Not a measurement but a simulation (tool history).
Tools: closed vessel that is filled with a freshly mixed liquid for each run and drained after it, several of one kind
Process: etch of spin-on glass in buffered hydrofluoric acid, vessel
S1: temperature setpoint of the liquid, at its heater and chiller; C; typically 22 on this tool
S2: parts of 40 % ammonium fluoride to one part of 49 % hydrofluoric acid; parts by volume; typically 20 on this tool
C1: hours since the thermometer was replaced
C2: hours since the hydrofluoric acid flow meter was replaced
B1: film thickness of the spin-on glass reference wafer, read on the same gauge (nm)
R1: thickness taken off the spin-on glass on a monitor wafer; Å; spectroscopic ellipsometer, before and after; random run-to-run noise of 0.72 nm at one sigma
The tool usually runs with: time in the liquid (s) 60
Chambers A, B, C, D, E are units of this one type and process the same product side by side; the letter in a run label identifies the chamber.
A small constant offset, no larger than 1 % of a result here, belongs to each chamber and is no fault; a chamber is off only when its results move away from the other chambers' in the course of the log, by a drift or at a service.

{"run": "1D", "hour": 5.9, "S1": 22, "S2": 20, "time in the liquid (s)": 60, "C1": 1507.8, "C2": 735.2, "B1": 120.01, "R1": 807.91}
{"run": "2C", "hour": 18.8, "S1": 22, "S2": 20, "time in the liquid (s)": 60, "C1": 508.1, "C2": 1031.6, "B1": 119.97, "R1": 794.33}
{"run": "3B", "hour": 31.0, "S1": 22, "S2": 20, "time in the liquid (s)": 60, "C1": 752.5, "C2": 432.6, "B1": 119.98, "R1": 788.75}
{"run": "4E", "hour": 43.7, "S1": 22, "S2": 20, "time in the liquid (s)": 60, "C1": 1479.2, "C2": 1031.9, "B1": 120.04, "R1": 789.77}
{"run": "5A", "hour": 49.6, "S1": 22, "S2": 20, "time in the liquid (s)": 60, "C1": 1093.6, "C2": 799.6, "B1": 120.01, "R1": 808.96}
{"run": "6A", "hour": 56.5, "S1": 22, "S2": 20, "time in the liquid (s)": 60, "C1": 1100.5, "C2": 806.5, "B1": 120.01, "R1": 792.77}
{"run": "7D", "hour": 67.8, "S1": 17, "S2": 20, "time in the liquid (s)": 60, "C1": 1569.7, "C2": 797.1, "B1": 119.98, "R1": 600.73}
{"run": "8E", "hour": 79.5, "S1": 17, "S2": 20, "time in the liquid (s)": 60, "C1": 1515, "C2": 1067.7, "B1": 119.99, "R1": 595.95}
{"run": "9B", "hour": 89.8, "S1": 17, "S2": 20, "time in the liquid (s)": 60, "C1": 811.3, "C2": 491.4, "B1": 120.06, "R1": 596.24}
{"run": "10C", "hour": 98.0, "S1": 17, "S2": 20, "time in the liquid (s)": 60, "C1": 587.3, "C2": 1110.8, "B1": 119.97, "R1": 597.49}
{"run": "11B", "hour": 105.6, "S1": 17, "S2": 20, "time in the liquid (s)": 60, "C1": 827.1, "C2": 507.2, "B1": 120.02, "R1": 594.25}
{"run": "12E", "hour": 118.3, "S1": 22, "S2": 20, "time in the liquid (s)": 60, "C1": 1553.8, "C2": 1106.5, "B1": 120.01, "R1": 788.71}
{"run": "13D", "hour": 128.0, "S1": 22, "S2": 20, "time in the liquid (s)": 60, "C1": 1629.9, "C2": 857.3, "B1": 120.02, "R1": 796.48}
{"run": "14C", "hour": 140.2, "S1": 22, "S2": 20, "time in the liquid (s)": 60, "C1": 629.5, "C2": 1153, "B1": 120, "R1": 792.43}
{"run": "15A", "hour": 150.4, "S1": 22, "S2": 20, "time in the liquid (s)": 60, "C1": 1194.4, "C2": 900.4, "B1": 119.98, "R1": 788.95}
{"run": "16B", "hour": 158.5, "S1": 22, "S2": 20, "time in the liquid (s)": 60, "C1": 880, "C2": 560.1, "B1": 120.01, "R1": 794.38}
{"run": "17D", "hour": 165.5, "S1": 22, "S2": 20, "time in the liquid (s)": 60, "C1": 1667.4, "C2": 894.8, "B1": 119.99, "R1": 799.69}
{"run": "18E", "hour": 177.0, "S1": 22, "S2": 20, "time in the liquid (s)": 60, "C1": 1612.5, "C2": 1165.2, "B1": 119.96, "R1": 800.4}
{"run": "19C", "hour": 187.4, "S1": 22, "S2": 20, "time in the liquid (s)": 60, "C1": 676.7, "C2": 1200.2, "B1": 120, "R1": 776.52}
{"run": "20A", "hour": 200.1, "S1": 22, "S2": 20, "time in the liquid (s)": 60, "C1": 1244.1, "C2": 950.1, "B1": 120.01, "R1": 803.93}
{"run": "21C", "hour": 210.2, "S1": 22, "S2": 20, "time in the liquid (s)": 60, "C1": 699.5, "C2": 1223, "B1": 120.03, "R1": 787.57}
{"run": "22E", "hour": 220.9, "S1": 22, "S2": 20, "time in the liquid (s)": 60, "C1": 1656.4, "C2": 1209.1, "B1": 120, "R1": 789.33}
{"hour": 221.8, "done": "chamber A: thermometer replaced"}
{"run": "23A", "hour": 230.7, "S1": 22, "S2": 25.5, "time in the liquid (s)": 75, "C1": 8.9, "C2": 980.7, "B1": 120, "R1": 833.83}
{"run": "24B", "hour": 237.9, "S1": 22, "S2": 25.5, "time in the liquid (s)": 75, "C1": 959.4, "C2": 639.5, "B1": 120.01, "R1": 832.12}
{"run": "25D", "hour": 249.7, "S1": 22, "S2": 25.5, "time in the liquid (s)": 75, "C1": 1751.6, "C2": 979, "B1": 119.97, "R1": 844.38}
{"run": "26A", "hour": 261.8, "S1": 22, "S2": 25.5, "time in the liquid (s)": 75, "C1": 40, "C2": 1011.8, "B1": 120.02, "R1": 839.86}
{"run": "27C", "hour": 268.8, "S1": 22, "S2": 25.5, "time in the liquid (s)": 75, "C1": 758.1, "C2": 1281.6, "B1": 120.02, "R1": 828.32}
{"run": "28B", "hour": 278.5, "S1": 22, "S2": 20, "time in the liquid (s)": 60, "C1": 1000, "C2": 680.1, "B1": 120.04, "R1": 788.43}
{"run": "29D", "hour": 291.0, "S1": 22, "S2": 20, "time in the liquid (s)": 60, "C1": 1792.9, "C2": 1020.3, "B1": 120, "R1": 794.67}
{"run": "30E", "hour": 299.8, "S1": 26, "S2": 20, "time in the liquid (s)": 60, "C1": 1735.3, "C2": 1288, "B1": 120.01, "R1": 990.36}
{"run": "31D", "hour": 312.6, "S1": 26, "S2": 20, "time in the liquid (s)": 60, "C1": 1814.5, "C2": 1041.9, "B1": 119.97, "R1": 986.57}
{"run": "32C", "hour": 322.0, "S1": 26, "S2": 20, "time in the liquid (s)": 60, "C1": 811.3, "C2": 1334.8, "B1": 120, "R1": 956.86}
{"hour": 328.6, "done": "chamber E: thermometer replaced"}
{"run": "33B", "hour": 329.0, "S1": 26, "S2": 20, "time in the liquid (s)": 60, "C1": 1050.5, "C2": 730.6, "B1": 120.02, "R1": 988.53}
{"run": "34A", "hour": 341.6, "S1": 26, "S2": 20, "time in the liquid (s)": 60, "C1": 119.8, "C2": 1091.6, "B1": 119.97, "R1": 987.06}
{"run": "35E", "hour": 348.8, "S1": 22, "S2": 20, "time in the liquid (s)": 60, "C1": 20.2, "C2": 1337, "B1": 119.98, "R1": 782.52}
{"run": "36C", "hour": 358.0, "S1": 22, "S2": 25.5, "time in the liquid (s)": 60, "C1": 847.3, "C2": 1370.8, "B1": 119.99, "R1": 670.3}
{"run": "37A", "hour": 367.9, "S1": 22, "S2": 25.5, "time in the liquid (s)": 60, "C1": 146.1, "C2": 1117.9, "B1": 120, "R1": 663.58}
{"run": "38D", "hour": 376.2, "S1": 22, "S2": 25.5, "time in the liquid (s)": 60, "C1": 1878.1, "C2": 1105.5, "B1": 120.04, "R1": 666.59}
{"run": "39B", "hour": 386.3, "S1": 22, "S2": 25.5, "time in the liquid (s)": 60, "C1": 1107.8, "C2": 787.9, "B1": 119.97, "R1": 669.83}
{"run": "40E", "hour": 395.8, "S1": 22, "S2": 25.5, "time in the liquid (s)": 60, "C1": 67.2, "C2": 1384, "B1": 120.02, "R1": 668.91}
{"hour": 400.7, "done": "chamber B: hydrofluoric acid flow meter replaced"}
{"run": "41B", "hour": 403.5, "S1": 18, "S2": 23, "time in the liquid (s)": 60, "C1": 1125, "C2": 2.9, "B1": 120.01, "R1": 561.79}
{"run": "42E", "hour": 415.5, "S1": 18, "S2": 23, "time in the liquid (s)": 60, "C1": 86.9, "C2": 1403.7, "B1": 120.03, "R1": 574.75}
{"run": "43C", "hour": 422.6, "S1": 18, "S2": 23, "time in the liquid (s)": 60, "C1": 911.9, "C2": 1435.4, "B1": 119.97, "R1": 567.74}
{"run": "44A", "hour": 428.4, "S1": 18, "S2": 23, "time in the liquid (s)": 60, "C1": 206.6, "C2": 1178.4, "B1": 119.97, "R1": 575.76}

Next, all 5 chambers run the settings below, one line each with question marks for the results. What does each chamber give?
{"run": "45A", "hour": 437.7, "S1": 22, "S2": 20, "time in the liquid (s)": 60, "R1": "?"}
{"run": "45B", "hour": 437.7, "S1": 22, "S2": 20, "time in the liquid (s)": 60, "R1": "?"}
{"run": "45C", "hour": 437.7, "S1": 22, "S2": 20, "time in the liquid (s)": 60, "R1": "?"}
{"run": "45D", "hour": 437.7, "S1": 22, "S2": 20, "time in the liquid (s)": 60, "R1": "?"}
{"run": "45E", "hour": 437.7, "S1": 22, "S2": 20, "time in the liquid (s)": 60, "R1": "?"}

run=45A R1=779.38
run=45B R1=789.65
run=45C R1=785.02
run=45D R1=791.51
run=45E R1=789.68

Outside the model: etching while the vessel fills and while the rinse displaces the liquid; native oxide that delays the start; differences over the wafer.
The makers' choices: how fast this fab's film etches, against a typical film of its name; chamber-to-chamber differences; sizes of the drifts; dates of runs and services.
